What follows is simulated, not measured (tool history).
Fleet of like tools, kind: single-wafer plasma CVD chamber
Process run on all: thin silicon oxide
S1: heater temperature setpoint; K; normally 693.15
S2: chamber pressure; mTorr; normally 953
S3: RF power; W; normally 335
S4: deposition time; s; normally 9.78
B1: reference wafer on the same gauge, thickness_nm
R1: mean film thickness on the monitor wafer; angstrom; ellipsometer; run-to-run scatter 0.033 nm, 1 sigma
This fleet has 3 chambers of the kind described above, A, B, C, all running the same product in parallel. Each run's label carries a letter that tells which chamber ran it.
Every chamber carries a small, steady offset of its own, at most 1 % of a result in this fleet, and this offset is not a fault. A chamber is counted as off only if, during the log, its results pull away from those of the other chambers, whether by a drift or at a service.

{"run": "1C", "hour": 7.7, "S1": 693.15, "S2": 953, "S3": 335, "S4": 9.78, "B1": 18.013, "R1": 217.09}
{"run": "2B", "hour": 13.5, "S1": 693.15, "S2": 953, "S3": 335, "S4": 9.78, "B1": 18.008, "R1": 215.25}
{"run": "3A", "hour": 20.5, "S1": 693.15, "S2": 953, "S3": 335, "S4": 9.78, "B1": 18.011, "R1": 215.07}
{"run": "4B", "hour": 28.4, "S1": 693.15, "S2": 953, "S3": 335, "S4": 9.78, "B1": 18.009, "R1": 215.48}
{"run": "5A", "hour": 37.4, "S1": 693.15, "S2": 953, "S3": 335, "S4": 9.78, "B1": 18.013, "R1": 215.12}
{"run": "6C", "hour": 44.4, "S1": 693.15, "S2": 953, "S3": 335, "S4": 9.78, "B1": 18.021, "R1": 216.87}
{"run": "7B", "hour": 53.3, "S1": 699.15, "S2": 953, "S3": 335, "S4": 9.78, "B1": 18.025, "R1": 214.48}
{"run": "8A", "hour": 62.4, "S1": 699.15, "S2": 953, "S3": 335, "S4": 9.78, "B1": 18.028, "R1": 214.22}
{"hour": 64.2, "done": "chamber A: RF generator calibrated"}
{"run": "9C", "hour": 69.3, "S1": 699.15, "S2": 953, "S3": 335, "S4": 9.78, "B1": 18.032, "R1": 216.67}
{"run": "10C", "hour": 76.0, "S1": 693.15, "S2": 953, "S3": 395, "S4": 8.45, "B1": 18.024, "R1": 199.4}
{"run": "11A", "hour": 80.8, "S1": 693.15, "S2": 953, "S3": 395, "S4": 8.45, "B1": 18.036, "R1": 197.95}
{"run": "12B", "hour": 89.1, "S1": 693.15, "S2": 953, "S3": 395, "S4": 8.45, "B1": 18.032, "R1": 198.54}
{"run": "13A", "hour": 98.0, "S1": 693.15, "S2": 953, "S3": 335, "S4": 9.78, "B1": 18.035, "R1": 215.76}
{"run": "14B", "hour": 108.1, "S1": 693.15, "S2": 953, "S3": 335, "S4": 9.78, "B1": 18.052, "R1": 215.54}
{"run": "15C", "hour": 117.9, "S1": 693.15, "S2": 953, "S3": 335, "S4": 9.78, "B1": 18.055, "R1": 217.02}
{"run": "16A", "hour": 125.2, "S1": 693.15, "S2": 953, "S3": 335, "S4": 9.78, "B1": 18.045, "R1": 216.17}
{"run": "17C", "hour": 134.5, "S1": 693.15, "S2": 953, "S3": 335, "S4": 9.78, "B1": 18.056, "R1": 217.64}
{"run": "18B", "hour": 140.3, "S1": 693.15, "S2": 953, "S3": 335, "S4": 9.78, "B1": 18.054, "R1": 216.09}
{"run": "19B", "hour": 149.9, "S1": 693.15, "S2": 953, "S3": 335, "S4": 9.78, "B1": 18.065, "R1": 215.97}
{"run": "20A", "hour": 155.5, "S1": 693.15, "S2": 953, "S3": 335, "S4": 9.78, "B1": 18.066, "R1": 216.6}
{"run": "21C", "hour": 164.8, "S1": 693.15, "S2": 953, "S3": 335, "S4": 9.78, "B1": 18.065, "R1": 217.77}
{"run": "22B", "hour": 173.0, "S1": 693.15, "S2": 953, "S3": 335, "S4": 9.78, "B1": 18.076, "R1": 216.02}
{"run": "23A", "hour": 182.8, "S1": 693.15, "S2": 953, "S3": 335, "S4": 9.78, "B1": 18.07, "R1": 216.42}
{"run": "24C", "hour": 192.8, "S1": 693.15, "S2": 953, "S3": 335, "S4": 9.78, "B1": 18.071, "R1": 217.57}
{"run": "25B", "hour": 198.4, "S1": 693.15, "S2": 953, "S3": 335, "S4": 9.78, "B1": 18.084, "R1": 215.74}
{"run": "26C", "hour": 203.0, "S1": 693.15, "S2": 953, "S3": 335, "S4": 9.78, "B1": 18.081, "R1": 217.69}
{"run": "27A", "hour": 211.7, "S1": 693.15, "S2": 953, "S3": 335, "S4": 9.78, "B1": 18.087, "R1": 216.27}
{"run": "28C", "hour": 220.1, "S1": 693.15, "S2": 953, "S3": 335, "S4": 9.78, "B1": 18.085, "R1": 217.17}
{"run": "29B", "hour": 226.5, "S1": 693.15, "S2": 953, "S3": 335, "S4": 9.78, "B1": 18.095, "R1": 216.07}
{"run": "30A", "hour": 234.1, "S1": 702.15, "S2": 953, "S3": 335, "S4": 8.23, "B1": 18.097, "R1": 180.61}
{"hour": 239.6, "done": "chamber A: capacitance manometer re-zeroed and calibrated"}
{"run": "31B", "hour": 243.6, "S1": 702.15, "S2": 953, "S3": 335, "S4": 8.23, "B1": 18.094, "R1": 181.39}
{"run": "32C", "hour": 248.9, "S1": 702.15, "S2": 953, "S3": 335, "S4": 8.23, "B1": 18.093, "R1": 182.81}
{"run": "33A", "hour": 253.6, "S1": 693.15, "S2": 953, "S3": 335, "S4": 9.78, "B1": 18.103, "R1": 216.21}
{"run": "34C", "hour": 258.3, "S1": 693.15, "S2": 953, "S3": 335, "S4": 9.78, "B1": 18.105, "R1": 217.68}
{"hour": 260.1, "done": "chamber B: thermocouple changed; heater temperature recalibrated"}
{"run": "35B", "hour": 267.5, "S1": 706.15, "S2": 953, "S3": 315, "S4": 9.78, "B1": 18.103, "R1": 209.14}
{"run": "36A", "hour": 276.8, "S1": 706.15, "S2": 953, "S3": 315, "S4": 9.78, "B1": 18.113, "R1": 209.99}
{"run": "37B", "hour": 282.1, "S1": 706.15, "S2": 953, "S3": 315, "S4": 9.78, "B1": 18.115, "R1": 209.59}

Which is it: a chamber that has drifted or been left off by a service, a gauge drift common to all chambers, or only each chamber's usual small offset? If a chamber is off, name it and its likeliest cause.

The gauge drifts, so all chambers seem to drift together. No chamber is off.
Cause: gauge reads high (%) = 0.635.
